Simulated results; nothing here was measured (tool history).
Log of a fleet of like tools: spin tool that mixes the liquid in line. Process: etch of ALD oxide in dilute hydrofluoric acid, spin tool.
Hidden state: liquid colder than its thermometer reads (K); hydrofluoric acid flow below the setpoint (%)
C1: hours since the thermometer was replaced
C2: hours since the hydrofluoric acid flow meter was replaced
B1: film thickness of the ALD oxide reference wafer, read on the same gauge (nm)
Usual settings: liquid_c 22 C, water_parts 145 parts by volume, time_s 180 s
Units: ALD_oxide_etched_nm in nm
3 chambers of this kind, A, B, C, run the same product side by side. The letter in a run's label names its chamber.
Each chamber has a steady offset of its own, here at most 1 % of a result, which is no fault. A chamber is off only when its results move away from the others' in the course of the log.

{"run": "1C", "hour": 7.1, "liquid_c": 22, "water_parts": 145, "time_s": 180, "C1": 1848.7, "C2": 1049, "B1": 139.98, "ALD_oxide_etched_nm": 23.718}
{"run": "2A", "hour": 12.2, "liquid_c": 22, "water_parts": 145, "time_s": 180, "C1": 1509.6, "C2": 780.9, "B1": 140, "ALD_oxide_etched_nm": 23.735}
{"run": "3B", "hour": 23.7, "liquid_c": 22, "water_parts": 145, "time_s": 180, "C1": 556.6, "C2": 767.2, "B1": 139.99, "ALD_oxide_etched_nm": 23.642}
{"run": "4B", "hour": 33.6, "liquid_c": 22, "water_parts": 145, "time_s": 180, "C1": 566.5, "C2": 777.1, "B1": 140.01, "ALD_oxide_etched_nm": 23.743}
{"run": "5A", "hour": 44.5, "liquid_c": 22, "water_parts": 145, "time_s": 180, "C1": 1541.9, "C2": 813.2, "B1": 139.98, "ALD_oxide_etched_nm": 23.901}
{"run": "6C", "hour": 50.5, "liquid_c": 22, "water_parts": 145, "time_s": 180, "C1": 1892.1, "C2": 1092.4, "B1": 139.97, "ALD_oxide_etched_nm": 23.712}
{"run": "7B", "hour": 55.7, "liquid_c": 22, "water_parts": 145, "time_s": 180, "C1": 588.6, "C2": 799.2, "B1": 139.97, "ALD_oxide_etched_nm": 23.512}
{"run": "8A", "hour": 63.3, "liquid_c": 22, "water_parts": 145, "time_s": 180, "C1": 1560.7, "C2": 832, "B1": 139.98, "ALD_oxide_etched_nm": 23.803}
{"run": "9C", "hour": 72.3, "liquid_c": 22, "water_parts": 145, "time_s": 180, "C1": 1913.9, "C2": 1114.2, "B1": 140.02, "ALD_oxide_etched_nm": 23.661}
{"run": "10B", "hour": 79.5, "liquid_c": 22, "water_parts": 145, "time_s": 180, "C1": 612.4, "C2": 823, "B1": 140.04, "ALD_oxide_etched_nm": 23.628}
{"hour": 83.8, "done": "chamber C: hydrofluoric acid flow meter replaced"}
{"run": "11A", "hour": 87.2, "liquid_c": 22, "water_parts": 145, "time_s": 180, "C1": 1584.6, "C2": 855.9, "B1": 140, "ALD_oxide_etched_nm": 23.509}
{"run": "12C", "hour": 94.0, "liquid_c": 22, "water_parts": 175, "time_s": 120, "C1": 1935.6, "C2": 10.3, "B1": 139.98, "ALD_oxide_etched_nm": 12.646}
{"run": "13B", "hour": 101.3, "liquid_c": 22, "water_parts": 175, "time_s": 120, "C1": 634.2, "C2": 844.8, "B1": 140, "ALD_oxide_etched_nm": 12.764}
{"run": "14A", "hour": 107.7, "liquid_c": 22, "water_parts": 175, "time_s": 120, "C1": 1605.1, "C2": 876.4, "B1": 139.97, "ALD_oxide_etched_nm": 12.52}
{"run": "15C", "hour": 115.4, "liquid_c": 22, "water_parts": 145, "time_s": 180, "C1": 1957, "C2": 31.7, "B1": 140.03, "ALD_oxide_etched_nm": 23.767}
{"run": "16C", "hour": 120.8, "liquid_c": 22, "water_parts": 145, "time_s": 275, "C1": 1962.4, "C2": 37.1, "B1": 140.05, "ALD_oxide_etched_nm": 36.144}
{"run": "17A", "hour": 126.7, "liquid_c": 22, "water_parts": 145, "time_s": 275, "C1": 1624.1, "C2": 895.4, "B1": 140.01, "ALD_oxide_etched_nm": 35.622}
{"run": "18B", "hour": 134.9, "liquid_c": 22, "water_parts": 145, "time_s": 275, "C1": 667.8, "C2": 878.4, "B1": 140.01, "ALD_oxide_etched_nm": 36.186}
{"run": "19C", "hour": 145.6, "liquid_c": 22, "water_parts": 145, "time_s": 180, "C1": 1987.2, "C2": 61.9, "B1": 140.02, "ALD_oxide_etched_nm": 23.582}
{"run": "20A", "hour": 152.9, "liquid_c": 22, "water_parts": 145, "time_s": 180, "C1": 1650.3, "C2": 921.6, "B1": 139.98, "ALD_oxide_etched_nm": 23.078}
{"run": "21B", "hour": 160.3, "liquid_c": 22, "water_parts": 145, "time_s": 180, "C1": 693.2, "C2": 903.8, "B1": 140.01, "ALD_oxide_etched_nm": 23.585}
{"run": "22C", "hour": 169.0, "liquid_c": 22, "water_parts": 145, "time_s": 180, "C1": 2010.6, "C2": 85.3, "B1": 139.99, "ALD_oxide_etched_nm": 23.742}
{"run": "23A", "hour": 179.1, "liquid_c": 22, "water_parts": 145, "time_s": 180, "C1": 1676.5, "C2": 947.8, "B1": 140.03, "ALD_oxide_etched_nm": 22.735}
{"run": "24B", "hour": 189.1, "liquid_c": 22, "water_parts": 145, "time_s": 180, "C1": 722, "C2": 932.6, "B1": 140.04, "ALD_oxide_etched_nm": 23.556}

What goes on in this fleet: one chamber off, a drifting gauge, or nothing beyond the chambers' own small offsets? Name the chamber and the cause, if any.

Chamber A drifts away from the others.
Cause: hydrofluoric acid flow below the setpoint (%) = 4.08.
The log may not tell that from: liquid colder than its thermometer reads (K).

Here are 4 candidates for chamber A's next run, each the usual settings with a change, their results left as question marks. Which one brings its results back in line with what the others give on the usual settings?
In line means no further than this from the other chambers' mean on the usual settings: ALD_oxide_etched_nm 0.27 nm
{"run": "25A-1", "hour": 197.5, "liquid_c": 22.5, "water_parts": 145, "time_s": 180, "ALD_oxide_etched_nm": "?"}
{"run": "25A-2", "hour": 197.5, "liquid_c": 22, "water_parts": 150, "time_s": 180, "ALD_oxide_etched_nm": "?"}
{"run": "25A-3", "hour": 197.5, "liquid_c": 22, "water_parts": 140, "time_s": 180, "ALD_oxide_etched_nm": "?"}
{"run": "25A-4", "hour": 197.5, "liquid_c": 21.5, "water_parts": 145, "time_s": 180, "ALD_oxide_etched_nm": "?"}

The other chambers' mean on the usual settings: ALD_oxide_etched_nm 23.634 nm
run=25A-1 ALD_oxide_etched_nm=23.147
run=25A-2 ALD_oxide_etched_nm=21.82
run=25A-3 ALD_oxide_etched_nm=23.648
run=25A-4 ALD_oxide_etched_nm=22.271
25A-3 brings the chamber back in line.
